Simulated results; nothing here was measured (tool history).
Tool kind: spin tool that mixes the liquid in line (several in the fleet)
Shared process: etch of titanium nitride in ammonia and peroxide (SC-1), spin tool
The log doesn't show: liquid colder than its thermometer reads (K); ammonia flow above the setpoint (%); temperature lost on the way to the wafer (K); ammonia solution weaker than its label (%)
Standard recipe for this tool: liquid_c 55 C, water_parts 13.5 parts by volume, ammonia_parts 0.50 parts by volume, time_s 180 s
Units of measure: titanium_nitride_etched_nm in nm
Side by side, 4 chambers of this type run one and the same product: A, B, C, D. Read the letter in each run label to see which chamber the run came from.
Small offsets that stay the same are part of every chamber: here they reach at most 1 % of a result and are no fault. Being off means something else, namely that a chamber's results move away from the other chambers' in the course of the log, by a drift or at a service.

run   hour  liquid_c  water_parts  ammonia_parts  time_s  hours since the thermometer was replaced  hours since the ammonia flow meter was replaced  hours since the heated supply line was repaired  hours since the drum of ammonia solution was connected  read-back film thickness of the titanium nitride reference wafer, read on the same gauge (nm)  titanium_nitride_etched_nm
 1A    7.0        55         13.5           0.50     180                                     132.4                                            431.6                                            236.4                                                   124.1                                                                                         39.969                     12.2430
 2C   15.8        55         13.5           0.50     180                                    1198.2                                            300.5                                           2412.9                                                   705.8                                                                                         40.004                     12.2590
      19.9  -- chamber C: thermometer replaced
 3D   20.3        55         13.5           0.50     180                                     276.5                                            494.2                                            193.1                                                   198.7                                                                                         39.968                     12.2430
 4B   28.2        55         13.5           0.50     180                                    1238.4                                            435.6                                           1460.2                                                   632.3                                                                                         40.002                     12.2400
 5D   37.8        55         13.5           0.50     180                                     294.0                                            511.7                                            210.6                                                   216.2                                                                                         39.965                     12.1220
 6C   46.1        55         10.5           0.50     255                                      26.3                                            330.8                                           2443.2                                                   736.1                                                                                         40.007                     19.7920
 7A   55.4        55         10.5           0.50     255                                     180.8                                            480.0                                            284.8                                                   172.5                                                                                         39.977                     19.7490
 8B   60.7        55         10.5           0.50     255                                    1270.9                                            468.1                                           1492.7                                                   664.8                                                                                         40.009                     19.8010
 9C   68.4        55         10.5           0.50     255                                      48.6                                            353.1                                           2465.5                                                   758.4                                                                                         40.004                     19.7570
10A   75.2        55         13.5           0.50     180                                     200.6                                            499.8                                            304.6                                                   192.3                                                                                         39.993                     12.2130
11B   81.9        55         13.5           0.50     180                                    1292.1                                            489.3                                           1513.9                                                   686.0                                                                                         40.003                     12.1330
12D   87.8        55         13.5           0.50     240                                     344.0                                            561.7                                            260.6                                                   266.2                                                                                         39.998                     16.4970
13A   96.3        55         13.5           0.50     240                                     221.7                                            520.9                                            325.7                                                   213.4                                                                                         40.011                     16.2080
      96.6  -- chamber A: new drum of ammonia solution connected
     105.9  -- chamber C: new drum of ammonia solution connected
14B  106.2        55         13.5           0.50     240                                    1316.4                                            513.6                                           1538.2                                                   710.3                                                                                         39.952                     16.2480
15C  111.7        55         13.5           0.50     240                                      91.9                                            396.4                                           2508.8                                                     5.9                                                                                         40.004                     16.2160
16D  120.9        55         13.5           0.50     180                                     377.1                                            594.8                                            293.7                                                   299.3                                                                                         39.963                     12.1740
17D  130.0        55         13.5           0.50     180                                     386.2                                            603.9                                            302.8                                                   308.4                                                                                         40.009                     12.2390
18A  135.6        47         20.0           0.50     180                                     261.0                                            560.2                                            365.0                                                    39.1                                                                                         39.994                      5.6931
19C  143.1        47         20.0           0.50     180                                     123.3                                            427.8                                           2540.2                                                    37.3                                                                                         39.960                      5.6294
20B  147.5        47         20.0           0.50     180                                    1357.7                                            554.9                                           1579.5                                                   751.6                                                                                         39.987                      5.5849
21A  156.5        47         20.0           0.50     180                                     281.9                                            581.1                                            385.9                                                    60.0                                                                                         40.013                      5.7220
     157.4  -- chamber D: ammonia flow meter replaced
22B  160.8        55         16.0           0.50     110                                    1371.0                                            568.2                                           1592.8                                                   764.9                                                                                         40.014                      6.7259
23D  169.0        55         16.0           0.50     110                                     425.2                                             11.7                                            341.8                                                   347.4                                                                                         40.022                      6.6052
24C  175.7        55         16.0           0.50     110                                     155.9                                            460.4                                           2572.8                                                    69.9                                                                                         39.998                      6.8053
25A  181.9        55         16.0           0.50     110                                     307.3                                            606.5                                            411.3                                                    85.4                                                                                         40.026                      6.7664
     183.3  -- chamber B: new drum of ammonia solution connected
26D  186.1        55         13.5           0.50     180                                     442.3                                             28.8                                            358.9                                                   364.5                                                                                         40.007                     11.9860
27C  195.8        55         13.5           0.50     255                                     176.0                                            480.5                                           2592.9                                                    90.0                                                                                         39.991                     17.0950
28B  201.9        55         13.5           0.50     255                                    1412.1                                            609.3                                           1633.9                                                    18.7                                                                                         39.985                     17.2050
29B  206.6        55         13.5           0.50     255                                    1416.8                                            614.0                                           1638.6                                                    23.4                                                                                         40.002                     17.2050
30C  211.8        55         13.5           0.50     255                                     192.0                                            496.5                                           2608.9                                                   106.0                                                                                         39.991                     16.9840
31D  219.2        55         13.5           0.50     180                                     475.4                                             61.9                                            392.0                                                   397.6                                                                                         40.019                     11.9030
32A  228.8        55          7.5           0.65     180                                     354.2                                            653.4                                            458.2                                                   132.3                                                                                         39.988                     17.0940
33B  237.1        55          7.5           0.65     180                                    1447.3                                            644.5                                           1669.1                                                    53.9                                                                                         40.018                     17.1180
34D  241.8        55          7.5           0.65     180                                     498.0                                             84.5                                            414.6                                                   420.2                                                                                         40.030                     16.5650
35A  250.1        55          7.5           0.65     180                                     375.5                                            674.7                                            479.5                                                   153.6                                                                                         39.988                     17.2670
36C  258.2        55         13.5           0.50     180                                     238.4                                            542.9                                           2655.3                                                   152.4                                                                                         39.988                     12.0800
37C  265.0        55         13.5           0.25     245                                     245.2                                            549.7                                           2662.1                                                   159.2                                                                                         39.998                     14.2200
38D  270.9        55         13.5           0.25     245                                     527.1                                            113.6                                            443.7                                                   449.3                                                                                         40.029                     13.8620
39A  277.8        55         13.5           0.25     245                                     403.2                                            702.4                                            507.2                                                   181.3                                                                                         39.995                     14.4960
40B  286.6        55         13.5           0.25     245                                    1496.8                                            694.0                                           1718.6                                                   103.4                                                                                         39.988                     14.6130
41A  291.6        55         13.5           0.50     180                                     417.0                                            716.2                                            521.0                                                   195.1                                                                                         40.017                     12.3450
42B  298.5        55         13.5           0.50     180                                    1508.7                                            705.9                                           1730.5                                                   115.3                                                                                         40.000                     12.2150
43C  305.2        55         13.5           0.50     180                                     285.4                                            589.9                                           2702.3                                                   199.4                                                                                         39.999                     12.2440
44D  314.0        55         13.5           0.50     180                                     570.2                                            156.7                                            486.8                                                   492.4                                                                                         39.999                     11.5210

Has any chamber moved away from the others, gradually or after a service, or does the common gauge drift, or do the chambers differ only by their own small steady offsets? State the chamber and the most likely cause if one applies.

One chamber, D, drifts off from the rest bit by bit.
What lies behind it: temperature lost on the way to the wafer (K) = 0.967.
From this log alone, it may not be told apart from: liquid colder than its thermometer reads (K).

Here are 4 candidates for chamber D's next run, each the usual settings with a change, their results left as question marks. Which one brings its results back in line with what the others give on the usual settings?
In line means no further than this from the other chambers' mean on the usual settings: titanium_nitride_etched_nm 0.3200 nm
45D-1  321.1      53.5         13.5           0.50     180                                                                                                                                                                                                                                                                                                                              ?
45D-2  321.1      55.0         11.0           0.50     180                                                                                                                                                                                                                                                                                                                              ?
45D-3  321.1      56.0         13.5           0.50     180                                                                                                                                                                                                                                                                                                                              ?
45D-4  321.1      54.0         13.5           0.50     180                                                                                                                                                                                                                                                                                                                              ?

Average result of the remaining chambers running the usual settings: titanium_nitride_etched_nm 12.1700 nm
  run  titanium_nitride_etched_nm
45D-1                     10.3650
45D-2                     12.8420
45D-3                     12.3050
45D-4                     10.7330
The answer is 45D-3, which returns the chamber to within the allowed miss of the others.
